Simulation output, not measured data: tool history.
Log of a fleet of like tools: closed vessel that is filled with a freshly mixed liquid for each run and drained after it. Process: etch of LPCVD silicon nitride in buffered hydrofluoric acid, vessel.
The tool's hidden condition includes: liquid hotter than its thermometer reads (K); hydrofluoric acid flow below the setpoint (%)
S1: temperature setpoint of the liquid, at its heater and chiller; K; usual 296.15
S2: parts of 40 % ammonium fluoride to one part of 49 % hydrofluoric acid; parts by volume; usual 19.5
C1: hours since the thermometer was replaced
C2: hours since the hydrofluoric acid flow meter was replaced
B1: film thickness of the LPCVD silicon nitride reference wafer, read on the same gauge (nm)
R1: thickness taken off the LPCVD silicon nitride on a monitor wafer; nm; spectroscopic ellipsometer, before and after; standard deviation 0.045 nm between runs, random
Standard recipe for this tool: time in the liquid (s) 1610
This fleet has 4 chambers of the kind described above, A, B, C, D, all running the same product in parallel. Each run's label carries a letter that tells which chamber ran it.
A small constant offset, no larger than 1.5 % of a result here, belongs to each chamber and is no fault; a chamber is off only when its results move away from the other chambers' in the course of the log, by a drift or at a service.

Run 1B, hour 6.6: usual settings; C1 1528.9; C2 215.2; B1 90.017. Result: R1 11.623 nm.
Run 2D, hour 11.2: usual settings; C1 707.5; C2 772.1; B1 89.994. Result: R1 11.6 nm.
Run 3A, hour 16.4: usual settings; C1 964; C2 672; B1 90.02. Result: R1 11.656 nm.
Run 4C, hour 19.5: usual settings; C1 1151.5; C2 19.9; B1 90.018. Result: R1 11.714 nm.
Run 5D, hour 26: usual settings; C1 722.3; C2 786.9; B1 89.991. Result: R1 11.464 nm.
Run 6A, hour 31.5: usual settings; C1 979.1; C2 687.1; B1 89.983. Result: R1 11.597 nm.
Run 7C, hour 36: usual settings; C1 1168; C2 36.4; B1 90.014. Result: R1 11.666 nm.
Run 8B, hour 41: usual settings; C1 1563.3; C2 249.6; B1 89.985. Result: R1 11.458 nm.
Run 9C, hour 47.6: usual settings; C1 1179.6; C2 48; B1 90.007. Result: R1 11.704 nm.
Run 10D, hour 53.3: usual settings; C1 749.6; C2 814.2; B1 89.996. Result: R1 11.436 nm.
Run 11A, hour 57.3: usual settings; C1 1004.9; C2 712.9; B1 89.996. Result: R1 11.686 nm.
Run 12B, hour 61.1: usual settings; C1 1583.4; C2 269.7; B1 90.006. Result: R1 11.41 nm.
Run 13A, hour 66.2: usual settings; C1 1013.8; C2 721.8; B1 89.995. Result: R1 11.652 nm.
Run 14C, hour 71.8: usual settings; C1 1203.8; C2 72.2; B1 89.996. Result: R1 11.635 nm.
Run 15D, hour 76.5: usual settings; C1 772.8; C2 837.4; B1 90.005. Result: R1 11.556 nm.
Run 16B, hour 79.9: usual settings; C1 1602.2; C2 288.5; B1 89.997. Result: R1 11.292 nm.
Run 17C, hour 83.2: usual settings; C1 1215.2; C2 83.6; B1 89.99. Result: R1 11.705 nm.
Run 18D, hour 87.9: usual settings but S1 293.15 K, S2 15.5 parts by volume; C1 784.2; C2 848.8; B1 89.995. Result: R1 12.277 nm.
Run 19A, hour 92.9: usual settings but S1 293.15 K, S2 15.5 parts by volume; C1 1040.5; C2 748.5; B1 89.991. Result: R1 12.421 nm.
Run 20B, hour 97.3: usual settings but S1 293.15 K, S2 15.5 parts by volume; C1 1619.6; C2 305.9; B1 89.992. Result: R1 11.908 nm.
Run 21A, hour 102: usual settings but S1 293.15 K, S2 15.5 parts by volume; C1 1049.6; C2 757.6; B1 90.004. Result: R1 12.338 nm.
Run 22C, hour 108.5: usual settings; C1 1240.5; C2 108.9; B1 89.987. Result: R1 11.677 nm.
Run 23B, hour 111.6: usual settings; C1 1633.9; C2 320.2; B1 89.989. Result: R1 11.26 nm.
Run 24D, hour 115.4: usual settings; C1 811.7; C2 876.3; B1 90.002. Result: R1 11.457 nm.
Run 25A, hour 118.8: usual settings; C1 1066.4; C2 774.4; B1 90.015. Result: R1 11.682 nm.
At hour 122: chamber B: thermometer replaced.
Run 26B, hour 125.5: usual settings; C1 3.5; C2 334.1; B1 89.991. Result: R1 11.243 nm.
Run 27D, hour 132.4: usual settings; C1 828.7; C2 893.3; B1 89.986. Result: R1 11.518 nm.
Run 28C, hour 137: usual settings; C1 1269; C2 137.4; B1 90.024. Result: R1 11.583 nm.
Run 29B, hour 140.2: usual settings; C1 18.2; C2 348.8; B1 89.992. Result: R1 11.118 nm.

Is one chamber out of step, is the gauge drifting, or do the chambers differ by no more than their own small offsets? For an off chamber, give its letter and the likeliest cause.

Little by little, chamber B moves away from the other chambers.
What lies behind it: hydrofluoric acid flow below the setpoint (%) = 4.58.

Chamber B could run next with any of the 4 candidate recipes listed below; each alters the usual settings, and their results appear as question marks. Which one brings its results back in line with what the other chambers deliver on the usual settings?
In line means no further than this from the other chambers' mean on the usual settings: R1 0.16 nm
Run 30B-1, hour 145.4: usual settings but time in the liquid (s) 1675. Result: R1 ?.
Run 30B-2, hour 145.4: usual settings but S2 21.5 parts by volume. Result: R1 ?.
Run 30B-3, hour 145.4: usual settings but S1 295.65 K, S2 20 parts by volume. Result: R1 ?.
Run 30B-4, hour 145.4: usual settings but S2 18 parts by volume. Result: R1 ?.

Average result of the remaining chambers running the usual settings: R1 11.623 nm
  run      R1
30B-1  11.593
30B-2  10.428
30B-3  10.661
30B-4  11.966
The right change is 30B-1: it brings the chamber back within the allowed miss of the others.

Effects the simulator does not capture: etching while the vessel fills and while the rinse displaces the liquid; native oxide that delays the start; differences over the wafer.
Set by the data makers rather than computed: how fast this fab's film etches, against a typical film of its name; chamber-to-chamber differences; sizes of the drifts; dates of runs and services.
